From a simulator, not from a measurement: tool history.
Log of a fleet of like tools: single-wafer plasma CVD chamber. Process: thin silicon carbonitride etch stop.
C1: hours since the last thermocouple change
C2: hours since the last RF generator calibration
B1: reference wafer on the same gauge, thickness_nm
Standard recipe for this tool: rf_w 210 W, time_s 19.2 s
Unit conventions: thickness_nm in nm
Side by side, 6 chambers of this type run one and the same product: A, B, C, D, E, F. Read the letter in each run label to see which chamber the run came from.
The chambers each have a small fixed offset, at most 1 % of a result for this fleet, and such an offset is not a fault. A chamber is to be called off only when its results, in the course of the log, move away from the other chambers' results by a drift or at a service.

run 1E hour=4.2 | rf_w=210 time_s=19.2 | C1=1455.1 C2=2312 | B1=12.501 | thickness_nm=11.105
run 2D hour=9.1 | rf_w=210 time_s=19.2 | C1=153.3 C2=695.4 | B1=12.503 | thickness_nm=11.066
run 3A hour=13.1 | rf_w=210 time_s=19.2 | C1=1532.8 C2=1462.5 | B1=12.505 | thickness_nm=11.206
run 4B hour=15.6 | rf_w=210 time_s=19.2 | C1=234.1 C2=21.5 | B1=12.505 | thickness_nm=11.005
run 5F hour=18.4 | rf_w=210 time_s=19.2 | C1=525.2 C2=674.7 | B1=12.505 | thickness_nm=11.189
run 6C hour=23.6 | rf_w=210 time_s=19.2 | C1=370.6 C2=1297.8 | B1=12.507 | thickness_nm=11.132
run 7F hour=26 | rf_w=210 time_s=19.2 | C1=532.8 C2=682.3 | B1=12.511 | thickness_nm=11.201
run 8A hour=29.9 | rf_w=210 time_s=19.2 | C1=1549.6 C2=1479.3 | B1=12.515 | thickness_nm=11.204
run 9C hour=34.4 | rf_w=210 time_s=19.2 | C1=381.4 C2=1308.6 | B1=12.517 | thickness_nm=11.152
run 10E hour=37.5 | rf_w=210 time_s=19.2 | C1=1488.4 C2=2345.3 | B1=12.52 | thickness_nm=11.118
run 11D hour=40.8 | rf_w=210 time_s=19.2 | C1=185 C2=727.1 | B1=12.517 | thickness_nm=11.093
-- hour=43.9 chamber E: RF generator calibrated
run 12B hour=45.5 | rf_w=210 time_s=19.2 | C1=264 C2=51.4 | B1=12.516 | thickness_nm=11
run 13C hour=50.4 | rf_w=210 time_s=21.9 | C1=397.4 C2=1324.6 | B1=12.523 | thickness_nm=12.738
run 14E hour=54.3 | rf_w=210 time_s=21.9 | C1=1505.2 C2=10.4 | B1=12.525 | thickness_nm=12.688
run 15B hour=57.6 | rf_w=210 time_s=21.9 | C1=276.1 C2=63.5 | B1=12.52 | thickness_nm=12.588
run 16A hour=62.4 | rf_w=210 time_s=21.9 | C1=1582.1 C2=1511.8 | B1=12.53 | thickness_nm=12.787
run 17D hour=65.1 | rf_w=210 time_s=21.9 | C1=209.3 C2=751.4 | B1=12.527 | thickness_nm=12.647
run 18F hour=69.1 | rf_w=210 time_s=21.9 | C1=575.9 C2=725.4 | B1=12.53 | thickness_nm=12.759
run 19C hour=72.5 | rf_w=210 time_s=19.2 | C1=419.5 C2=1346.7 | B1=12.53 | thickness_nm=11.178
run 20B hour=75.5 | rf_w=210 time_s=19.2 | C1=294 C2=81.4 | B1=12.533 | thickness_nm=11.033
run 21D hour=79.8 | rf_w=185 time_s=16.2 | C1=224 C2=766.1 | B1=12.536 | thickness_nm=9.0304
run 22E hour=83.2 | rf_w=185 time_s=16.2 | C1=1534.1 C2=39.3 | B1=12.538 | thickness_nm=9.0456
run 23F hour=86.3 | rf_w=185 time_s=16.2 | C1=593.1 C2=742.6 | B1=12.54 | thickness_nm=9.1148
run 24A hour=90.4 | rf_w=185 time_s=16.2 | C1=1610.1 C2=1539.8 | B1=12.54 | thickness_nm=9.1362
run 25C hour=93.1 | rf_w=185 time_s=16.2 | C1=440.1 C2=1367.3 | B1=12.542 | thickness_nm=9.0813
run 26B hour=97.8 | rf_w=185 time_s=16.2 | C1=316.3 C2=103.7 | B1=12.539 | thickness_nm=8.9667
run 27A hour=101.4 | rf_w=210 time_s=19.2 | C1=1621.1 C2=1550.8 | B1=12.544 | thickness_nm=11.247
run 28E hour=103.7 | rf_w=210 time_s=19.2 | C1=1554.6 C2=59.8 | B1=12.54 | thickness_nm=11.153
run 29D hour=107.1 | rf_w=210 time_s=19.2 | C1=251.3 C2=793.4 | B1=12.546 | thickness_nm=11.14
run 30F hour=109.6 | rf_w=210 time_s=19.2 | C1=616.4 C2=765.9 | B1=12.548 | thickness_nm=11.206
run 31B hour=112 | rf_w=210 time_s=19.2 | C1=330.5 C2=117.9 | B1=12.55 | thickness_nm=11.069
run 32A hour=114.5 | rf_w=210 time_s=19.2 | C1=1634.2 C2=1563.9 | B1=12.546 | thickness_nm=11.256
run 33D hour=118.4 | rf_w=210 time_s=19.2 | C1=262.6 C2=804.7 | B1=12.553 | thickness_nm=11.123
run 34F hour=121.9 | rf_w=210 time_s=19.2 | C1=628.7 C2=778.2 | B1=12.554 | thickness_nm=11.225
run 35C hour=125.6 | rf_w=210 time_s=19.2 | C1=472.6 C2=1399.8 | B1=12.558 | thickness_nm=11.198
run 36E hour=128.1 | rf_w=245 time_s=20.6 | C1=1579 C2=84.2 | B1=12.555 | thickness_nm=12.565
run 37B hour=130.5 | rf_w=245 time_s=20.6 | C1=349 C2=136.4 | B1=12.554 | thickness_nm=12.404
run 38A hour=134.1 | rf_w=245 time_s=20.6 | C1=1653.8 C2=1583.5 | B1=12.555 | thickness_nm=12.618
run 39F hour=138.6 | rf_w=245 time_s=20.6 | C1=645.4 C2=794.9 | B1=12.561 | thickness_nm=12.591

Which is it: a chamber that has drifted or been left off by a service, a gauge drift common to all chambers, or only each chamber's usual small offset? If a chamber is off, name it and its likeliest cause.

No chamber is off; the gauge reading every chamber's wafers drifts, which makes the whole fleet appear to move together.
Likeliest cause: gauge reads high (%) = 0.493.

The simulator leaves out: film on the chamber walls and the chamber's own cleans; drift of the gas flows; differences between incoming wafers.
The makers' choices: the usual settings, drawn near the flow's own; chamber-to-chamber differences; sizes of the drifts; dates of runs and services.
